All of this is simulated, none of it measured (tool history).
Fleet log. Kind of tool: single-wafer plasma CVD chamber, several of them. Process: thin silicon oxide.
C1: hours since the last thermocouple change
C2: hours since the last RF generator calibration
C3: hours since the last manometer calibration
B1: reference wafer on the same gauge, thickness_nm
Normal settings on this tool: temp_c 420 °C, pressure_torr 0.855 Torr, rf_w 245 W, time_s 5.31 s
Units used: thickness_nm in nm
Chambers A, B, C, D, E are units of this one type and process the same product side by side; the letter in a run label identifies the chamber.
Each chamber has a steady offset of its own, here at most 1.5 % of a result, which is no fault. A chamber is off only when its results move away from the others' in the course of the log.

Run 1C, hour 9.9: usual settings; C1 2005.0; C2 1439.5; C3 1325.6; B1 9.6129. Result: thickness_nm 9.4483 nm.
Run 2E, hour 22.0: usual settings; C1 39.8; C2 357.7; C3 143.9; B1 9.6072. Result: thickness_nm 9.2725 nm.
Run 3A, hour 30.2: usual settings; C1 1366.5; C2 1613.7; C3 1173.5; B1 9.6133. Result: thickness_nm 9.3987 nm.
Run 4D, hour 39.5: usual settings; C1 2127.5; C2 1481.1; C3 1672.3; B1 9.6072. Result: thickness_nm 9.3256 nm.
At hour 39.7: chamber A: RF generator calibrated.
Run 5B, hour 47.8: usual settings; C1 384.4; C2 1673.8; C3 1022.2; B1 9.6027. Result: thickness_nm 9.3410 nm.
Run 6D, hour 53.9: usual settings; C1 2141.9; C2 1495.5; C3 1686.7; B1 9.6078. Result: thickness_nm 9.3285 nm.
Run 7A, hour 62.3: usual settings; C1 1398.6; C2 22.7; C3 1205.6; B1 9.6115. Result: thickness_nm 9.3818 nm.
Run 8B, hour 75.2: usual settings; C1 411.8; C2 1701.2; C3 1049.6; B1 9.6075. Result: thickness_nm 9.3651 nm.
Run 9E, hour 86.6: usual settings; C1 104.4; C2 422.3; C3 208.5; B1 9.6071. Result: thickness_nm 9.2599 nm.
At hour 94.5: chamber C: RF generator calibrated.
Run 10C, hour 95.3: usual settings; C1 2090.4; C2 0.8; C3 1411.0; B1 9.6083. Result: thickness_nm 9.4164 nm.
Run 11A, hour 107.8: usual settings but pressure_torr 0.951 Torr, rf_w 285 W; C1 1444.1; C2 68.2; C3 1251.1; B1 9.6027. Result: thickness_nm 10.9310 nm.
Run 12E, hour 119.9: usual settings but pressure_torr 0.951 Torr, rf_w 285 W; C1 137.7; C2 455.6; C3 241.8; B1 9.6089. Result: thickness_nm 10.8560 nm.
Run 13D, hour 128.7: usual settings but pressure_torr 0.951 Torr, rf_w 285 W; C1 2216.7; C2 1570.3; C3 1761.5; B1 9.6128. Result: thickness_nm 10.9060 nm.
At hour 136.8: chamber D: capacitance manometer re-zeroed and calibrated.
Run 14B, hour 141.1: usual settings but pressure_torr 0.951 Torr, rf_w 285 W; C1 477.7; C2 1767.1; C3 1115.5; B1 9.6065. Result: thickness_nm 10.9450 nm.
Run 15C, hour 153.0: usual settings but pressure_torr 0.951 Torr, rf_w 285 W; C1 2148.1; C2 58.5; C3 1468.7; B1 9.6062. Result: thickness_nm 11.0370 nm.
Run 16A, hour 165.3: usual settings; C1 1501.6; C2 125.7; C3 1308.6; B1 9.6136. Result: thickness_nm 9.3492 nm.
Run 17D, hour 176.5: usual settings; C1 2264.5; C2 1618.1; C3 39.8; B1 9.6120. Result: thickness_nm 9.0614 nm.
Run 18E, hour 189.3: usual settings; C1 207.1; C2 525.0; C3 311.2; B1 9.6069. Result: thickness_nm 9.2824 nm.
Run 19C, hour 196.9: usual settings; C1 2192.0; C2 102.4; C3 1512.6; B1 9.6074. Result: thickness_nm 9.4414 nm.
Run 20B, hour 209.3: usual settings; C1 545.9; C2 1835.3; C3 1183.7; B1 9.6071. Result: thickness_nm 9.3674 nm.
Run 21D, hour 221.7: usual settings; C1 2309.7; C2 1663.3; C3 85.0; B1 9.6061. Result: thickness_nm 9.0556 nm.
Run 22E, hour 227.6: usual settings; C1 245.4; C2 563.3; C3 349.5; B1 9.6096. Result: thickness_nm 9.2852 nm.
Run 23B, hour 235.8: usual settings; C1 572.4; C2 1861.8; C3 1210.2; B1 9.6044. Result: thickness_nm 9.3479 nm.
Run 24A, hour 242.2: usual settings; C1 1578.5; C2 202.6; C3 1385.5; B1 9.6096. Result: thickness_nm 9.3608 nm.
At hour 247.4: chamber D: thermocouple changed; heater temperature recalibrated.
Run 25C, hour 252.7: usual settings; C1 2247.8; C2 158.2; C3 1568.4; B1 9.6087. Result: thickness_nm 9.4597 nm.
Run 26B, hour 263.2: usual settings; C1 599.8; C2 1889.2; C3 1237.6; B1 9.6105. Result: thickness_nm 9.3720 nm.
Run 27A, hour 274.1: usual settings; C1 1610.4; C2 234.5; C3 1417.4; B1 9.6143. Result: thickness_nm 9.3154 nm.
Run 28D, hour 281.1: usual settings; C1 33.8; C2 1722.7; C3 144.4; B1 9.6077. Result: thickness_nm 8.9950 nm.
Run 29E, hour 293.5: usual settings; C1 311.3; C2 629.2; C3 415.4; B1 9.6150. Result: thickness_nm 9.2418 nm.
Run 30C, hour 300.2: usual settings; C1 2295.3; C2 205.7; C3 1615.9; B1 9.6137. Result: thickness_nm 9.4711 nm.
Run 31B, hour 309.0: usual settings; C1 645.6; C2 1935.0; C3 1283.4; B1 9.6152. Result: thickness_nm 9.3024 nm.
Run 32E, hour 322.0: usual settings; C1 339.8; C2 657.7; C3 443.9; B1 9.6085. Result: thickness_nm 9.2807 nm.
Run 33C, hour 328.2: usual settings; C1 2323.3; C2 233.7; C3 1643.9; B1 9.6051. Result: thickness_nm 9.4958 nm.
Run 34A, hour 338.1: usual settings but pressure_torr 0.782 Torr; C1 1674.4; C2 298.5; C3 1481.4; B1 9.6098. Result: thickness_nm 8.6708 nm.
Run 35D, hour 348.1: usual settings but pressure_torr 0.782 Torr; C1 100.8; C2 1789.7; C3 211.4; B1 9.6059. Result: thickness_nm 8.3295 nm.
Run 36D, hour 356.5: usual settings but pressure_torr 0.782 Torr; C1 109.2; C2 1798.1; C3 219.8; B1 9.6129. Result: thickness_nm 8.3252 nm.
At hour 359.0: chamber B: RF generator calibrated.
Run 37A, hour 364.1: usual settings but pressure_torr 0.782 Torr; C1 1700.4; C2 324.5; C3 1507.4; B1 9.6115. Result: thickness_nm 8.6386 nm.
Run 38C, hour 369.8: usual settings but pressure_torr 0.782 Torr; C1 2364.9; C2 275.3; C3 1685.5; B1 9.6103. Result: thickness_nm 8.7057 nm.
Run 39E, hour 376.3: usual settings; C1 394.1; C2 712.0; C3 498.2; B1 9.6156. Result: thickness_nm 9.2837 nm.
Run 40B, hour 383.5: usual settings but temp_c 408 °C; C1 720.1; C2 24.6; C3 1357.9; B1 9.6090. Result: thickness_nm 9.4028 nm.
Run 41C, hour 394.5: usual settings but temp_c 408 °C; C1 2389.6; C2 300.0; C3 1710.2; B1 9.6104. Result: thickness_nm 9.5234 nm.
Run 42E, hour 407.3: usual settings but temp_c 408 °C; C1 425.1; C2 743.0; C3 529.2; B1 9.6107. Result: thickness_nm 9.2977 nm.

What goes on in this fleet: one chamber off, a drifting gauge, or nothing beyond the chambers' own small offsets? Name the chamber and the cause, if any.

A service on chamber D put it out of line with the rest.
Likeliest cause: true pressure below the setpoint (%) = 3.56.

Below are 4 candidate recipes for chamber D's next run, each the usual settings with a change, their results shown as question marks. Which of them brings D's results back in line with what the other chambers give on the usual settings?
In-line tolerance around the mean of the other chambers on the usual settings: thickness_nm 0.0790 nm
Run 43D-1, hour 416.7: usual settings but time_s 5.49 s. Result: thickness_nm ?.
Run 43D-2, hour 416.7: usual settings but pressure_torr 0.837 Torr, time_s 5.23 s. Result: thickness_nm ?.
Run 43D-3, hour 416.7: usual settings but pressure_torr 0.807 Torr, rf_w 240 W. Result: thickness_nm ?.
Run 43D-4, hour 416.7: usual settings but time_s 5.65 s. Result: thickness_nm ?.

Other chambers, usual settings, mean: thickness_nm 9.3585 nm
  run  thickness_nm
43D-1        9.3496
43D-2        8.7294
43D-3        8.4811
43D-4        9.6215
It is 43D-1 that realigns the chamber with its peers.
